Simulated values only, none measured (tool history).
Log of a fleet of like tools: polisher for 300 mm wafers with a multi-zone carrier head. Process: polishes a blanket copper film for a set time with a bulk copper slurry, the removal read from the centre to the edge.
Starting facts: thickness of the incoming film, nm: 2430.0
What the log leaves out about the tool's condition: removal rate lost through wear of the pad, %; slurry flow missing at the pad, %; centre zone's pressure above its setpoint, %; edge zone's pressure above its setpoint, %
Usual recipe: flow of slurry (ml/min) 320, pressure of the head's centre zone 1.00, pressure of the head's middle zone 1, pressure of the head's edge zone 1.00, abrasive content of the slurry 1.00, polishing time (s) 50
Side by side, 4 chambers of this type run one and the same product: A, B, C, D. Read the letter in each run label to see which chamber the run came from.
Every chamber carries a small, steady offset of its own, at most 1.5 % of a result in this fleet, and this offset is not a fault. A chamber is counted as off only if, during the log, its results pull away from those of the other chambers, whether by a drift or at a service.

| run | hour | flow of slurry (ml/min) | pressure of the head's centre zone | pressure of the head's middle zone | pressure of the head's edge zone | abrasive content of the slurry | polishing time (s) | wafers polished on this pad | hours since the slurry nozzle was cleaned | hours since the centre zone pressure was calibrated | hours since the edge zone pressure was calibrated | film removed at the wafer's centre (nm) | film removed at mid-radius (nm) | film removed at the wafer's edge (nm) |
|---|---|---|---|---|---|---|---|---|---|---|---|---|---|---|
| 1B | 2.4 | 320 | 1.00 | 1 | 1.00 | 1.00 | 50 | 484 | 525.5 | 754.8 | 426.3 | 437.81 | 443.82 | 437.38 |
| 2A | 4.8 | 320 | 1.00 | 1 | 1.00 | 1.00 | 50 | 867 | 29.7 | 90.6 | 910.5 | 462.04 | 452.29 | 445.41 |
| 3C | 6.8 | 320 | 1.00 | 1 | 1.00 | 1.00 | 50 | 703 | 330.9 | 320.3 | 1186.4 | 450.78 | 449.88 | 439.25 |
| 4D | 9.6 | 320 | 1.00 | 1 | 1.00 | 1.00 | 50 | 897 | 784.7 | 107.4 | 295.4 | 451.80 | 449.31 | 441.17 |
| 5B | 12.6 | 320 | 1.00 | 1 | 1.00 | 1.00 | 50 | 628 | 535.7 | 765.0 | 436.5 | 447.63 | 442.23 | 453.75 |
|  | 15.1 | chamber D: slurry nozzle cleaned |
| 6C | 16.8 | 320 | 1.00 | 1 | 1.00 | 1.00 | 50 | 845 | 340.9 | 330.3 | 1196.4 | 454.93 | 459.28 | 453.44 |
|  | 19.4 | chamber C: worn pad replaced by a new one |
| 7A | 20.1 | 320 | 1.00 | 1 | 1.08 | 1.25 | 50 | 1083 | 45.0 | 105.9 | 925.8 | 471.18 | 470.27 | 484.28 |
| 8D | 22.7 | 320 | 1.00 | 1 | 1.08 | 1.25 | 50 | 1082 | 7.6 | 120.5 | 308.5 | 471.24 | 471.79 | 477.97 |
| 9B | 25.0 | 320 | 1.00 | 1 | 1.08 | 1.25 | 50 | 804 | 548.1 | 777.4 | 448.9 | 469.71 | 455.11 | 488.53 |
|  | 25.7 | chamber A: worn pad replaced by a new one |
|  | 26.5 | chamber B: worn pad replaced by a new one |
| 10A | 29.2 | 320 | 1.00 | 1 | 1.08 | 1.25 | 50 | 50 | 54.1 | 115.0 | 934.9 | 470.50 | 478.24 | 494.32 |
| 11D | 31.1 | 320 | 1.00 | 1 | 1.00 | 1.00 | 50 | 1201 | 16.0 | 128.9 | 316.9 | 454.25 | 452.52 | 450.08 |
| 12C | 35.3 | 320 | 1.00 | 1 | 1.00 | 0.85 | 44 | 226 | 359.4 | 348.8 | 1214.9 | 399.15 | 382.25 | 377.08 |
| 13B | 38.2 | 320 | 1.00 | 1 | 1.00 | 0.85 | 44 | 165 | 561.3 | 790.6 | 462.1 | 378.69 | 377.57 | 384.78 |
|  | 41.2 | chamber B: slurry nozzle cleaned |
| 14D | 41.8 | 320 | 1.00 | 1 | 1.00 | 0.85 | 44 | 1353 | 26.7 | 139.6 | 327.6 | 384.10 | 378.60 | 373.14 |
|  | 42.7 | chamber D: worn pad replaced by a new one |
| 15A | 45.0 | 320 | 1.00 | 1 | 1.00 | 0.85 | 44 | 274 | 69.9 | 130.8 | 950.7 | 384.57 | 384.12 | 379.57 |
| 16C | 47.7 | 320 | 1.00 | 1 | 1.00 | 1.00 | 50 | 402 | 371.8 | 361.2 | 1227.3 | 483.76 | 460.64 | 438.80 |
| 17A | 51.4 | 320 | 1.00 | 1 | 1.00 | 1.00 | 50 | 364 | 76.3 | 137.2 | 957.1 | 444.75 | 457.41 | 446.58 |
|  | 51.8 | chamber B: edge zone pressure recalibrated |
|  | 51.8 | chamber A: edge zone pressure recalibrated |
| 18C | 55.3 | 320 | 1.00 | 1 | 1.00 | 1.00 | 50 | 509 | 379.4 | 368.8 | 1234.9 | 484.68 | 452.78 | 454.50 |
| 19B | 58.2 | 320 | 1.00 | 1 | 1.00 | 1.00 | 50 | 449 | 17.0 | 810.6 | 6.4 | 444.14 | 450.80 | 448.94 |
| 20D | 61.6 | 320 | 1.00 | 1 | 1.00 | 1.00 | 50 | 268 | 46.5 | 159.4 | 347.4 | 448.39 | 446.97 | 442.75 |
| 21A | 63.5 | 320 | 1.00 | 1 | 1.00 | 1.00 | 50 | 536 | 88.4 | 149.3 | 11.8 | 451.16 | 439.40 | 448.85 |
| 22B | 67.7 | 320 | 1.00 | 1 | 1.00 | 1.00 | 50 | 583 | 26.5 | 820.1 | 15.9 | 446.14 | 449.18 | 445.79 |
| 23D | 71.0 | 320 | 0.91 | 1 | 1.00 | 1.00 | 50 | 401 | 55.9 | 168.8 | 356.8 | 405.96 | 447.89 | 442.09 |
| 24C | 74.8 | 320 | 0.91 | 1 | 1.00 | 1.00 | 50 | 785 | 398.9 | 388.3 | 1254.4 | 445.72 | 456.62 | 440.83 |
| 25A | 79.0 | 320 | 0.91 | 1 | 1.00 | 1.00 | 50 | 755 | 103.9 | 164.8 | 27.3 | 409.82 | 450.10 | 446.55 |
| 26D | 82.5 | 320 | 0.91 | 1 | 1.00 | 1.00 | 50 | 564 | 67.4 | 180.3 | 368.3 | 403.92 | 440.55 | 431.85 |

All 4 chambers run these settings next. Forecast each chamber's results:
| 27A | 85.5 | 320 | 1.00 | 1 | 1.00 | 1.00 | 50 |  |  |  |  | ? | ? | ? |
| 27B | 85.5 | 320 | 1.00 | 1 | 1.00 | 1.00 | 50 |  |  |  |  | ? | ? | ? |
| 27C | 85.5 | 320 | 1.00 | 1 | 1.00 | 1.00 | 50 |  |  |  |  | ? | ? | ? |
| 27D | 85.5 | 320 | 1.00 | 1 | 1.00 | 1.00 | 50 |  |  |  |  | ? | ? | ? |

| run | film removed at the wafer's centre (nm) | film removed at mid-radius (nm) | film removed at the wafer's edge (nm) |
|---|---|---|---|
| 27A | 445.83 | 451.48 | 438.65 |
| 27B | 450.89 | 447.17 | 451.61 |
| 27C | 507.15 | 452.58 | 441.45 |
| 27D | 440.51 | 442.16 | 447.73 |
